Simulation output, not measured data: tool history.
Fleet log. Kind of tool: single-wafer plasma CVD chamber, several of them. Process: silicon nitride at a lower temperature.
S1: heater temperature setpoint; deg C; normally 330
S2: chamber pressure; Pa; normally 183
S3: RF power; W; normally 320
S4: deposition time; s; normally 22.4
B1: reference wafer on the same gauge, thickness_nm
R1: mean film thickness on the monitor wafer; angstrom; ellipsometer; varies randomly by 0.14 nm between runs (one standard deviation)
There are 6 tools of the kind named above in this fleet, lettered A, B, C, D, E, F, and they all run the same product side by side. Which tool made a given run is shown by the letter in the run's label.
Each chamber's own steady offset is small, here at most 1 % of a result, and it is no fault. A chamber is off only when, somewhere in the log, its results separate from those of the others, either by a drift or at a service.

run	hour	S1	S2	S3	S4	B1	R1
1A	7.6	330	183	320	22.4	29.800	264.99
2D	17.1	330	183	320	22.4	29.838	264.52
3B	28.7	330	183	320	22.4	29.785	268.42
4C	40.6	330	183	320	22.4	29.809	266.74
5F	48.3	330	183	320	22.4	29.810	267.05
6E	55.8	330	183	320	22.4	29.807	266.94
# hour 56.0: chamber B: thermocouple changed; heater temperature recalibrated
7D	64.3	330	183	320	22.4	29.846	266.11
8B	70.7	330	183	320	22.4	29.811	268.72
9A	77.3	330	183	320	22.4	29.856	264.89
10C	88.9	330	183	320	22.4	29.769	264.71
11F	94.2	330	183	320	22.4	29.810	267.32
12E	104.1	330	183	320	22.4	29.762	266.84
13C	113.6	330	183	320	22.4	29.798	263.97
14B	122.0	330	183	320	22.4	29.829	267.03
15E	131.3	330	183	320	22.4	29.785	266.68
16A	138.1	330	183	320	22.4	29.791	266.35
17D	150.2	330	183	320	22.4	29.818	265.53
18F	158.5	330	183	320	22.4	29.794	261.95
19B	168.9	330	183	320	22.4	29.818	268.70
20C	174.6	330	183	320	22.4	29.785	263.35
# hour 181.5: chamber C: thermocouple changed; heater temperature recalibrated
21F	184.2	330	183	320	22.4	29.754	259.06
22D	190.8	330	183	320	22.4	29.802	264.53
23A	202.7	330	183	320	22.4	29.841	267.04
24E	213.8	330	183	320	22.4	29.803	266.51
25C	220.6	330	183	320	22.4	29.780	266.60
26E	228.3	335	183	320	22.4	29.805	265.38
27F	234.7	335	183	320	22.4	29.797	256.23
28D	240.5	335	183	320	22.4	29.801	264.11
29B	246.4	335	183	320	22.4	29.822	264.59
30A	254.5	335	183	320	22.4	29.813	263.76
31E	266.2	335	183	320	22.4	29.812	268.86
32C	278.1	330	183	320	22.4	29.828	265.01
33F	284.4	330	183	320	22.4	29.759	257.39
34A	292.2	330	183	320	22.4	29.818	264.54
35B	302.2	330	183	320	22.4	29.805	270.18
36D	313.7	330	183	320	22.4	29.775	266.73
37E	321.1	330	220	320	25.0	29.795	314.24

What goes on in this fleet: one chamber off, a drifting gauge, or nothing beyond the chambers' own small offsets? Name the chamber and the cause, if any.

Chamber F drifts away from the others.
Cause: delivered RF power below the setpoint (%) = 6.59.

Chamber F could run next with any of the 4 candidate recipes listed below; each alters the usual settings, and their results appear as question marks. Which one brings its results back in line with what the other chambers deliver on the usual settings?
A result is in line if it is within this distance of the other chambers' mean on the usual settings: R1 4.90 angstrom
38F-1	329.8	330	156	320	22.4		?
38F-2	329.8	330	179	310	21.2		?
38F-3	329.8	330	185	325	23.0		?
38F-4	329.8	330	195	350	22.4		?

The mean the other chambers reach with the usual settings: R1 266.03 angstrom
run	R1
38F-1	244.38
38F-2	235.57
38F-3	266.50
38F-4	276.29
It is 38F-3 that realigns the chamber with its peers.
